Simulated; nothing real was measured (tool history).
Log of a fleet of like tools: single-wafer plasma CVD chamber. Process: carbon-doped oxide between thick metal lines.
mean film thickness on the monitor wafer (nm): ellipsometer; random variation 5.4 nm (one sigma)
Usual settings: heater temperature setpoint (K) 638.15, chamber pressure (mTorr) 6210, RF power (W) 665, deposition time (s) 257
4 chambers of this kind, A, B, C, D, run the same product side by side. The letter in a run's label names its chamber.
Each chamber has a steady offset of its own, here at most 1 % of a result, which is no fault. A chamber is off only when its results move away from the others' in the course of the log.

run	day	heater temperature setpoint (K)	chamber pressure (mTorr)	RF power (W)	deposition time (s)	hours since the last thermocouple change	hours since the last RF generator calibration	hours since the last manometer calibration	read-back reference wafer on the same gauge, thickness_nm	mean film thickness on the monitor wafer (nm)
1C	0.158	638.15	6210	665	257	368	418.4	477.6	1510	1529
2D	0.396	638.15	6210	665	257	138.7	589.8	930.1	1510.1	1517.8
3A	0.592	638.15	6210	665	257	138.3	1252.9	214.6	1511.4	1521.7
4B	0.808	638.15	6210	665	257	1027.1	2021.2	494	1511.5	1543.2
5C	0.954	638.15	6210	665	257	387.1	437.5	496.7	1508.7	1530.5
6B	1.188	638.15	6210	665	257	1036.2	2030.3	503.1	1509.8	1536
7A	1.338	638.15	6210	665	257	156.2	1270.8	232.5	1509.6	1522.9
8D	1.533	638.15	6210	665	257	166	617.1	957.4	1510.2	1528
9D	1.8	638.15	6210	665	257	172.4	623.5	963.8	1509.4	1514.9
10C	2.054	638.15	6210	665	257	413.5	463.9	523.1	1509.5	1544.4
11B	2.233	638.15	6210	665	257	1061.3	2055.4	528.2	1510.9	1539.8
12A	2.45	638.15	7230	665	240	182.9	1297.5	259.2	1509.7	1445.2
13C	2.721	638.15	7230	665	240	429.5	479.9	539.1	1510.7	1454.5
14D	2.992	638.15	7230	665	240	201	652.1	992.4	1510.4	1442.5
15A	3.196	638.15	7230	665	240	200.8	1315.4	277.1	1510	1441.5
16B	3.354	638.15	7140	665	257	1088.2	2082.3	555.1	1509.6	1558.1
17D	3.479	638.15	7140	665	257	212.7	663.8	1004.1	1509.8	1549.3
18B	3.767	638.15	7140	665	257	1098.1	2092.2	565	1510.2	1561.9
# day 3.879: chamber A: RF generator calibrated
19A	4.021	638.15	7140	665	257	220.6	3.4	296.9	1509.5	1538.5
20C	4.179	638.15	6210	665	257	464.5	514.9	574.1	1511.7	1531.2
21C	4.371	638.15	6210	665	257	469.1	519.5	578.7	1509.2	1542
22D	4.629	638.15	6210	665	257	240.3	691.4	1031.7	1509.7	1512.2
23A	4.862	631.15	6210	595	257	240.8	23.6	317.1	1510.2	1454.8
24B	5.042	631.15	6210	595	257	1128.7	2122.8	595.6	1509.1	1460.3
25A	5.292	631.15	6210	595	257	251.1	33.9	327.4	1509.3	1456
26D	5.429	631.15	6210	595	257	259.5	710.6	1050.9	1508.8	1450.1
27B	5.604	638.15	6210	665	257	1142.2	2136.3	609.1	1509.3	1532.4
28C	5.788	638.15	7670	665	238	503.1	553.5	612.7	1509.9	1444.3
29D	6.017	638.15	7670	665	238	273.6	724.7	1065	1510.2	1436.8
30A	6.162	638.15	7670	665	238	272	54.8	348.3	1510.6	1431.1
31C	6.4	638.15	7670	665	238	517.8	568.2	627.4	1509.2	1440.7
32B	6.558	638.15	6210	665	257	1165.1	2159.2	632	1509.8	1528.9
33D	6.733	638.15	6210	665	257	290.8	741.9	1082.2	1509.7	1514.5
34B	7.025	638.15	6210	665	257	1176.3	2170.4	643.2	1510.5	1540
35A	7.217	638.15	6210	665	257	297.3	80.1	373.6	1509	1525.5
36C	7.438	638.15	6210	665	257	542.7	593.1	652.3	1511.7	1522.8
37B	7.612	638.15	6210	665	257	1190.4	2184.5	657.3	1508.3	1538.1
38D	7.75	638.15	6210	665	257	315.2	766.3	1106.6	1508.8	1521.3
39C	7.888	638.15	6210	665	257	553.5	603.9	663.1	1509.2	1533.9
40A	8.092	638.15	6210	665	257	318.3	101.1	394.6	1508.4	1525.4
41D	8.288	638.15	6210	665	257	328.1	779.2	1119.5	1510.1	1518.3

Next, every chamber runs the same settings. What will each give?
42A	8.496	638.15	6210	665	257					?
42B	8.496	638.15	6210	665	257					?
42C	8.496	638.15	6210	665	257					?
42D	8.496	638.15	6210	665	257					?

run	mean film thickness on the monitor wafer (nm)
42A	1515.8
42B	1538.9
42C	1531
42D	1518.6
